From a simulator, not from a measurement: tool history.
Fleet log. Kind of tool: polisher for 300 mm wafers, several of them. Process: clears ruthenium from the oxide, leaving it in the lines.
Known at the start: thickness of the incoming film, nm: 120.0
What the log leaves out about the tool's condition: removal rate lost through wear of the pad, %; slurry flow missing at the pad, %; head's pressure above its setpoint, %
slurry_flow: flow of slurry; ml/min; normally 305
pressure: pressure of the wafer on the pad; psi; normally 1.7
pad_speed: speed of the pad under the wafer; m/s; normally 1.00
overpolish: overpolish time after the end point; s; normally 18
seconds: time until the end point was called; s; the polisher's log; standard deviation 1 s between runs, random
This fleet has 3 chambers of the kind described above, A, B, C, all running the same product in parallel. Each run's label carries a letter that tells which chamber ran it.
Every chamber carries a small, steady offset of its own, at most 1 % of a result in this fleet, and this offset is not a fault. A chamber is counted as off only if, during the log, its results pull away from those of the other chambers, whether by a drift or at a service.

run,hour,slurry_flow,pressure,pad_speed,overpolish,wafers polished on this pad,hours since the slurry nozzle was cleaned,hours since the head pressure was calibrated,seconds
1A,6.9,305,1.7,1.00,18,824,261.2,93.2,126.49
2C,10.9,305,1.7,1.00,18,710,602.9,368.2,123.95
# hour 11.5: chamber B: worn pad replaced by a new one
3B,16.4,305,1.7,1.00,18,32,305.2,989.1,120.67
4A,21.2,305,1.7,1.00,18,919,275.5,107.5,125.43
5B,25.0,305,1.7,1.00,18,89,313.8,997.7,121.52
6C,31.7,305,1.7,1.00,18,847,623.7,389.0,124.40
7B,36.6,305,1.7,1.00,18,166,325.4,1009.3,120.37
8A,43.1,305,1.7,1.00,18,1064,297.4,129.4,125.68
9C,48.5,305,1.7,1.00,18,958,640.5,405.8,124.86
10C,53.0,305,1.7,1.00,14,988,645.0,410.3,125.67
# hour 53.3: chamber A: worn pad replaced by a new one
11A,57.9,305,1.7,1.00,14,31,312.2,144.2,124.35
# hour 58.9: chamber C: worn pad replaced by a new one
12B,64.2,305,1.7,1.00,14,348,353.0,1036.9,117.36
13C,69.5,305,1.7,1.00,18,70,661.5,426.8,124.84
14B,75.6,305,1.7,1.14,18,424,364.4,1048.3,101.85
15A,80.6,305,1.7,1.14,18,181,334.9,166.9,109.22
16C,87.4,305,1.7,1.14,18,188,679.4,444.7,107.61
17B,93.7,305,1.7,1.00,18,543,382.5,1066.4,116.90
18A,99.6,305,1.7,1.00,18,306,353.9,185.9,125.96
# hour 99.8: chamber C: head pressure recalibrated
19B,104.5,305,1.7,1.00,18,615,393.3,1077.2,113.87
20A,108.4,305,1.7,1.00,18,365,362.7,194.7,125.19
21C,113.4,305,1.7,1.00,18,360,705.4,13.7,123.61
# hour 113.5: chamber C: slurry nozzle cleaned
22B,119.5,220,1.7,1.00,18,714,408.3,1092.2,116.36
23A,123.0,220,1.7,1.00,18,461,377.3,209.3,130.90
24C,130.1,220,1.7,1.00,18,471,16.6,30.4,128.56

Read the log: is a single chamber off, either drifting away or since a service, is the gauge that measures every chamber drifting, or is nothing wrong beyond small per-chamber offsets? Name any odd chamber and what most likely caused it.

One chamber, B, drifts off from the rest bit by bit.
Cause: head's pressure above its setpoint, % = 9.77.

Chamber B could run next with any of the 4 candidate recipes listed below; each alters the usual settings, and their results appear as question marks. Which one brings its results back in line with what the other chambers deliver on the usual settings?
A result is in line if it is within this distance of the other chambers' mean on the usual settings: seconds 3.50 s
25B-1,135.3,305,1.7,1.04,18,,,,?
25B-2,135.3,305,1.6,0.96,18,,,,?
25B-3,135.3,310,1.7,1.10,18,,,,?
25B-4,135.3,235,1.7,1.00,18,,,,?

Mean of the other chambers on the usual settings: seconds 124.97 s
run,seconds
25B-1,107.28
25B-2,123.66
25B-3,101.21
25B-4,114.53
25B-2 brings the chamber back in line.
